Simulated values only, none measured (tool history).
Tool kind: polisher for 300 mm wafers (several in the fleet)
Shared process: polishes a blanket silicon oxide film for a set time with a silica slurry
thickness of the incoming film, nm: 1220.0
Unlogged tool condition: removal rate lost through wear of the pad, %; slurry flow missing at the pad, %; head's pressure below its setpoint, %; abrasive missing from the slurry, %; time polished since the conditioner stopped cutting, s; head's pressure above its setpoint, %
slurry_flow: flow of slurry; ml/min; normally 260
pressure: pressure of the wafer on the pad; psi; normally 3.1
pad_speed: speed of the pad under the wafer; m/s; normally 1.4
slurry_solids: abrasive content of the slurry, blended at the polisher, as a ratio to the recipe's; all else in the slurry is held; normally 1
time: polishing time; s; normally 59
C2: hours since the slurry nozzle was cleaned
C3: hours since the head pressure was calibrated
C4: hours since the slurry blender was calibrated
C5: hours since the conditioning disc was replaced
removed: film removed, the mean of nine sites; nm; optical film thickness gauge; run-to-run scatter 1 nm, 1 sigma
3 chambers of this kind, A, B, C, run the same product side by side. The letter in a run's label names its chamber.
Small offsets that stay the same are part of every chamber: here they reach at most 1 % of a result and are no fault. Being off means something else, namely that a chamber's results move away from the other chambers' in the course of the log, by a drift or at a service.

-- day=0.4 chamber B: worn pad replaced by a new one
run 1B day=0.546 | slurry_flow=260 pressure=3.1 pad_speed=1.4 slurry_solids=1 time=59 | wafers_polished_on_this_pad=54 C2=175.9 C3=110 C4=85.3 C5=357 | removed=151.69
run 2C day=0.896 | slurry_flow=260 pressure=3.1 pad_speed=1.4 slurry_solids=1 time=59 | wafers_polished_on_this_pad=1250 C2=52.3 C3=406.2 C4=218.1 C5=86 | removed=152
-- day=0.983 chamber C: worn pad replaced by a new one
run 3A day=1.338 | slurry_flow=260 pressure=3.1 pad_speed=1.4 slurry_solids=1 time=59 | wafers_polished_on_this_pad=1100 C2=178 C3=259.8 C4=125.9 C5=105.2 | removed=153.9
run 4A day=1.617 | slurry_flow=260 pressure=3.1 pad_speed=1.4 slurry_solids=1 time=59 | wafers_polished_on_this_pad=1201 C2=184.7 C3=266.5 C4=132.6 C5=111.9 | removed=153.86
-- day=1.842 chamber C: head pressure recalibrated
run 5C day=2.021 | slurry_flow=260 pressure=3.1 pad_speed=1.4 slurry_solids=1 time=59 | wafers_polished_on_this_pad=376 C2=79.3 C3=4.4 C4=245.1 C5=113 | removed=151.78
run 6B day=2.292 | slurry_flow=260 pressure=3.1 pad_speed=1.4 slurry_solids=1 time=59 | wafers_polished_on_this_pad=686 C2=217.8 C3=151.9 C4=127.2 C5=398.9 | removed=153.03
run 7C day=2.725 | slurry_flow=260 pressure=3.9 pad_speed=1.4 slurry_solids=1 time=50 | wafers_polished_on_this_pad=631 C2=96.2 C3=21.3 C4=262 C5=129.9 | removed=162.08
-- day=2.817 chamber B: worn pad replaced by a new one
run 8A day=3.254 | slurry_flow=260 pressure=3.9 pad_speed=1.4 slurry_solids=1 time=50 | wafers_polished_on_this_pad=1794 C2=224 C3=305.8 C4=171.9 C5=151.2 | removed=161.93
run 9B day=3.608 | slurry_flow=260 pressure=3.9 pad_speed=1.4 slurry_solids=1 time=50 | wafers_polished_on_this_pad=287 C2=249.4 C3=183.5 C4=158.8 C5=430.5 | removed=161.23
run 10C day=4.117 | slurry_flow=260 pressure=3.1 pad_speed=1.4 slurry_solids=1 time=59 | wafers_polished_on_this_pad=1135 C2=129.6 C3=54.7 C4=295.4 C5=163.3 | removed=151.19
-- day=4.329 chamber A: conditioning disc replaced and pad reconditioned
run 11A day=4.512 | slurry_flow=260 pressure=3.1 pad_speed=1.4 slurry_solids=1 time=59 | wafers_polished_on_this_pad=2250 C2=254.2 C3=336 C4=202.1 C5=4.4 | removed=153.73
-- day=4.792 chamber B: conditioning disc replaced and pad reconditioned
run 12B day=4.8 | slurry_flow=260 pressure=3.1 pad_speed=1.4 slurry_solids=1 time=59 | wafers_polished_on_this_pad=718 C2=278 C3=212.1 C4=187.4 C5=0.3 | removed=153.5
-- day=4.896 chamber C: conditioning disc replaced and pad reconditioned
-- day=5.108 chamber C: worn pad replaced by a new one
run 13A day=5.133 | slurry_flow=260 pressure=3.1 pad_speed=1.4 slurry_solids=1 time=59 | wafers_polished_on_this_pad=2474 C2=269.1 C3=350.9 C4=217 C5=19.3 | removed=150.36
-- day=5.554 chamber B: worn pad replaced by a new one
run 14C day=5.621 | slurry_flow=260 pressure=3.1 pad_speed=1.4 slurry_solids=1 time=59 | wafers_polished_on_this_pad=187 C2=165.7 C3=90.8 C4=331.5 C5=17.5 | removed=152.56
run 15B day=5.95 | slurry_flow=260 pressure=3.1 pad_speed=1.4 slurry_solids=1 time=59 | wafers_polished_on_this_pad=144 C2=305.6 C3=239.7 C4=215 C5=27.9 | removed=152.78
-- day=6.133 chamber C: slurry blender recalibrated
run 16B day=6.225 | slurry_flow=260 pressure=3.1 pad_speed=1.4 slurry_solids=1 time=59 | wafers_polished_on_this_pad=244 C2=312.2 C3=246.3 C4=221.6 C5=34.5 | removed=154.53
run 17A day=6.525 | slurry_flow=260 pressure=3.1 pad_speed=1.4 slurry_solids=1 time=59 | wafers_polished_on_this_pad=2978 C2=302.5 C3=384.3 C4=250.4 C5=52.7 | removed=150.44
run 18C day=6.85 | slurry_flow=260 pressure=2.8 pad_speed=1.4 slurry_solids=1 time=59 | wafers_polished_on_this_pad=632 C2=195.2 C3=120.3 C4=17.2 C5=47 | removed=136.84
run 19C day=7.225 | slurry_flow=260 pressure=2.8 pad_speed=1.4 slurry_solids=1 time=59 | wafers_polished_on_this_pad=768 C2=204.2 C3=129.3 C4=26.2 C5=56 | removed=137.51
run 20A day=7.525 | slurry_flow=260 pressure=2.8 pad_speed=1.4 slurry_solids=1 time=59 | wafers_polished_on_this_pad=3341 C2=326.5 C3=408.3 C4=274.4 C5=76.7 | removed=134.48
run 21B day=7.917 | slurry_flow=260 pressure=3.1 pad_speed=1.4 slurry_solids=1 time=59 | wafers_polished_on_this_pad=856 C2=352.8 C3=286.9 C4=262.2 C5=75.1 | removed=151.1
run 22B day=8.246 | slurry_flow=260 pressure=3.1 pad_speed=1.4 slurry_solids=1 time=59 | wafers_polished_on_this_pad=976 C2=360.7 C3=294.8 C4=270.1 C5=83 | removed=154.71
-- day=8.292 chamber B: slurry blender recalibrated
-- day=8.342 chamber B: worn pad replaced by a new one
-- day=8.388 chamber C: worn pad replaced by a new one
run 23A day=8.646 | slurry_flow=260 pressure=3.1 pad_speed=1.4 slurry_solids=1 time=59 | wafers_polished_on_this_pad=3747 C2=353.4 C3=435.2 C4=301.3 C5=103.6 | removed=148.51
run 24C day=9.004 | slurry_flow=260 pressure=3.1 pad_speed=1.4 slurry_solids=1 time=59 | wafers_polished_on_this_pad=223 C2=246.9 C3=172 C4=68.9 C5=98.7 | removed=151.34
run 25C day=9.338 | slurry_flow=260 pressure=3.1 pad_speed=1.4 slurry_solids=1 time=47 | wafers_polished_on_this_pad=344 C2=254.9 C3=180 C4=76.9 C5=106.7 | removed=122.06
run 26A day=9.667 | slurry_flow=260 pressure=3.1 pad_speed=1.4 slurry_solids=1 time=47 | wafers_polished_on_this_pad=4116 C2=377.9 C3=459.7 C4=325.8 C5=128.1 | removed=117.86
-- day=9.804 chamber B: slurry nozzle cleaned
run 27B day=10.083 | slurry_flow=260 pressure=3.1 pad_speed=1.4 slurry_solids=1 time=47 | wafers_polished_on_this_pad=631 C2=6.8 C3=338.9 C4=43 C5=127.1 | removed=120.65
-- day=10.167 chamber A: conditioning disc replaced and pad reconditioned
run 28C day=10.612 | slurry_flow=260 pressure=3.1 pad_speed=1.4 slurry_solids=1 time=59 | wafers_polished_on_this_pad=806 C2=285.5 C3=210.6 C4=107.5 C5=137.3 | removed=151.03
-- day=10.725 chamber A: head pressure recalibrated
run 29A day=10.975 | slurry_flow=260 pressure=3.1 pad_speed=1.4 slurry_solids=1 time=59 | wafers_polished_on_this_pad=4590 C2=409.3 C3=6.1 C4=357.2 C5=19.5 | removed=148.66
-- day=11.15 chamber B: worn pad replaced by a new one
run 30B day=11.279 | slurry_flow=260 pressure=3.1 pad_speed=1.4 slurry_solids=1 time=59 | wafers_polished_on_this_pad=46 C2=35.5 C3=367.6 C4=71.7 C5=155.8 | removed=153.15
run 31B day=11.671 | slurry_flow=260 pressure=2.6 pad_speed=1.4 slurry_solids=1 time=59 | wafers_polished_on_this_pad=188 C2=44.9 C3=377 C4=81.1 C5=165.2 | removed=126.88
run 32A day=12.192 | slurry_flow=260 pressure=2.6 pad_speed=1.4 slurry_solids=1 time=59 | wafers_polished_on_this_pad=5031 C2=438.5 C3=35.3 C4=386.4 C5=48.7 | removed=123.39
-- day=12.229 chamber C: conditioning disc replaced and pad reconditioned
-- day=12.312 chamber C: worn pad replaced by a new one
run 33C day=12.517 | slurry_flow=260 pressure=2.6 pad_speed=1.4 slurry_solids=1 time=59 | wafers_polished_on_this_pad=74 C2=331.2 C3=256.3 C4=153.2 C5=6.9 | removed=128.94
run 34A day=13.058 | slurry_flow=320 pressure=3.1 pad_speed=1.4 slurry_solids=0.85 time=59 | wafers_polished_on_this_pad=5345 C2=459.3 C3=56.1 C4=407.2 C5=69.5 | removed=138.44

Has any chamber moved away from the others, gradually or after a service, or does the common gauge drift, or do the chambers differ only by their own small steady offsets? State the chamber and the most likely cause if one applies.

One chamber, A, drifts off from the rest bit by bit.
What lies behind it: removal rate lost through wear of the pad, % = 4.65.
From this log alone, it may not be told apart from: slurry flow missing at the pad, %; abrasive missing from the slurry, %.

Chamber A could run next with any of the 4 candidate recipes listed below; each alters the usual settings, and their results appear as question marks. Which one brings its results back in line with what the other chambers deliver on the usual settings?
Maximum distance from the other chambers' mean on the usual settings for a result to count as in line: removed 3.6 nm
run 35A-1 day=13.471 | slurry_flow=260 pressure=3.1 pad_speed=1.4 slurry_solids=0.85 time=59 | removed=?
run 35A-2 day=13.471 | slurry_flow=260 pressure=3.1 pad_speed=1.32 slurry_solids=1 time=59 | removed=?
run 35A-3 day=13.471 | slurry_flow=265 pressure=3.1 pad_speed=1.54 slurry_solids=1 time=59 | removed=?
run 35A-4 day=13.471 | slurry_flow=260 pressure=3.1 pad_speed=1.4 slurry_solids=1 time=61 | removed=?

The mean the other chambers reach with the usual settings: removed 152.2 nm
run=35A-1 removed=135.6
run=35A-2 removed=139.61
run=35A-3 removed=157.95
run=35A-4 removed=151.19
35A-4 puts the chamber back in line with the other chambers.

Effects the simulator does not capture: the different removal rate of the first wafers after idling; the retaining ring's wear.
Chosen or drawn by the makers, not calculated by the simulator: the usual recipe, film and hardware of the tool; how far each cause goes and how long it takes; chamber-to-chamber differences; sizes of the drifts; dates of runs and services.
